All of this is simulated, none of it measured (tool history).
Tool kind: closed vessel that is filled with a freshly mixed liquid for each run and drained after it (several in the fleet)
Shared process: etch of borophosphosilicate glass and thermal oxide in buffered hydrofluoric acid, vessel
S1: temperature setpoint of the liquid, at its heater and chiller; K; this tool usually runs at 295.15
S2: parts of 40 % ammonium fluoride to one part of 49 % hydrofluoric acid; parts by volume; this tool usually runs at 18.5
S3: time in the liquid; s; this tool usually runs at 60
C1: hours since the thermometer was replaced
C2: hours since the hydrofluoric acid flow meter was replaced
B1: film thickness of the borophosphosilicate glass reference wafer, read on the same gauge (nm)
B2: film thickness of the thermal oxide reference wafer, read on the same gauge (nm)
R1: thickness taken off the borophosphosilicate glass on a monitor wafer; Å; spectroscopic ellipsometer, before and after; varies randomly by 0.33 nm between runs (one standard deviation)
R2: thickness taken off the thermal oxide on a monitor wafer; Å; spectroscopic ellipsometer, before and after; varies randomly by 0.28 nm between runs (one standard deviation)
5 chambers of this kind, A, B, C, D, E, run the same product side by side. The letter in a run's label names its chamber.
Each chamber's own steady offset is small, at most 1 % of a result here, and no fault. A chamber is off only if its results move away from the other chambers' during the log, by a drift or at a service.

| run | hour | S1 | S2 | S3 | C1 | C2 | B1 | B2 | R1 | R2 |
|---|---|---|---|---|---|---|---|---|---|---|
| 1E | 2.6 | 295.15 | 18.5 | 60 | 416.9 | 200.4 | 70.012 | 119.99 | 360.88 | 331.97 |
|  | 6.7 | chamber D: hydrofluoric acid flow meter replaced |
| 2C | 7 | 295.15 | 18.5 | 60 | 1137.1 | 231.2 | 70.006 | 119.98 | 366.62 | 335.7 |
| 3A | 9.5 | 295.15 | 18.5 | 60 | 963.9 | 744.7 | 70.01 | 119.99 | 364.86 | 331.36 |
| 4B | 12.9 | 295.15 | 18.5 | 60 | 1055.1 | 2440.7 | 70.002 | 119.99 | 355.32 | 334.18 |
| 5D | 16.2 | 295.15 | 18.5 | 60 | 1746 | 9.6 | 69.989 | 120.02 | 363.37 | 339.04 |
| 6D | 21.2 | 295.15 | 18.5 | 60 | 1751 | 14.6 | 70.008 | 120 | 365.01 | 337.97 |
| 7C | 25.1 | 295.15 | 14 | 60 | 1155.2 | 249.3 | 70 | 120 | 485.31 | 441.28 |
| 8B | 29.8 | 295.15 | 14 | 60 | 1072 | 2457.6 | 69.978 | 119.98 | 481.03 | 431.26 |
| 9A | 33.9 | 295.15 | 14 | 60 | 988.3 | 769.1 | 70.006 | 120.01 | 483.57 | 434.25 |
| 10E | 37.9 | 295.15 | 14 | 60 | 452.2 | 235.7 | 69.999 | 120.02 | 486.77 | 440.65 |
|  | 38.4 | chamber B: hydrofluoric acid flow meter replaced |
| 11D | 41.2 | 295.15 | 14 | 60 | 1771 | 34.6 | 69.997 | 119.98 | 483.23 | 442.05 |
| 12E | 44.2 | 295.15 | 18.5 | 60 | 458.5 | 242 | 69.995 | 120 | 360.66 | 339.67 |
| 13C | 49.3 | 295.15 | 18.5 | 60 | 1179.4 | 273.5 | 70.003 | 119.98 | 366.65 | 336.79 |
| 14A | 52.3 | 295.15 | 18.5 | 60 | 1006.7 | 787.5 | 70.013 | 120.02 | 364.96 | 334.37 |
| 15B | 54.9 | 295.15 | 23 | 60 | 1097.1 | 16.6 | 70.002 | 120 | 305.6 | 283.53 |
| 16A | 59.4 | 295.15 | 23 | 60 | 1013.8 | 794.6 | 69.975 | 120.01 | 309.58 | 286.97 |
| 17E | 62.3 | 295.15 | 23 | 60 | 476.6 | 260.1 | 69.992 | 119.99 | 308.08 | 280.64 |
| 18C | 66.9 | 295.15 | 23 | 60 | 1197 | 291.1 | 70.017 | 119.98 | 308.36 | 277.34 |
|  | 68.8 | chamber A: hydrofluoric acid flow meter replaced |
| 19D | 71.6 | 295.15 | 23 | 60 | 1801.4 | 65 | 70.008 | 119.99 | 312.47 | 285.11 |
| 20B | 75.7 | 295.15 | 18.5 | 60 | 1117.9 | 37.4 | 70.016 | 119.99 | 364.25 | 335.99 |
| 21B | 80.4 | 295.15 | 18.5 | 60 | 1122.6 | 42.1 | 69.979 | 120.01 | 365.68 | 336.29 |
| 22C | 83.8 | 295.15 | 18.5 | 60 | 1213.9 | 308 | 69.998 | 120.01 | 369.52 | 333.94 |
| 23E | 88.2 | 295.15 | 18.5 | 60 | 502.5 | 286 | 69.998 | 120.02 | 369.33 | 334.41 |
| 24D | 91.6 | 295.15 | 18.5 | 60 | 1821.4 | 85 | 69.995 | 120.03 | 364 | 335.2 |
| 25A | 93.9 | 295.15 | 18.5 | 60 | 1048.3 | 25.2 | 70.003 | 119.99 | 394 | 364.52 |
| 26E | 97.9 | 295.15 | 18.5 | 60 | 512.2 | 295.7 | 70.002 | 120.02 | 359.94 | 336.12 |
| 27A | 100.7 | 295.15 | 18.5 | 60 | 1055.1 | 32 | 70.001 | 120 | 398.35 | 360.62 |
| 28D | 105.9 | 295.15 | 18.5 | 30 | 1835.7 | 99.3 | 70.003 | 120.01 | 183.14 | 170.29 |
| 29B | 110.3 | 295.15 | 18.5 | 30 | 1152.5 | 72 | 70.002 | 120.02 | 182.8 | 167.15 |
| 30C | 113.5 | 295.15 | 18.5 | 30 | 1243.6 | 337.7 | 69.988 | 120.01 | 180.68 | 168.03 |

Each of the 5 chambers runs these same settings next. Fill in every chamber's results:
| 31A | 117.3 | 295.15 | 18.5 | 60 |  |  |  |  | ? | ? |
| 31B | 117.3 | 295.15 | 18.5 | 60 |  |  |  |  | ? | ? |
| 31C | 117.3 | 295.15 | 18.5 | 60 |  |  |  |  | ? | ? |
| 31D | 117.3 | 295.15 | 18.5 | 60 |  |  |  |  | ? | ? |
| 31E | 117.3 | 295.15 | 18.5 | 60 |  |  |  |  | ? | ? |

| run | R1 | R2 |
|---|---|---|
| 31A | 415.45 | 369.44 |
| 31B | 366.77 | 337.35 |
| 31C | 360.1 | 329.63 |
| 31D | 369.14 | 334.14 |
| 31E | 365.32 | 333.67 |
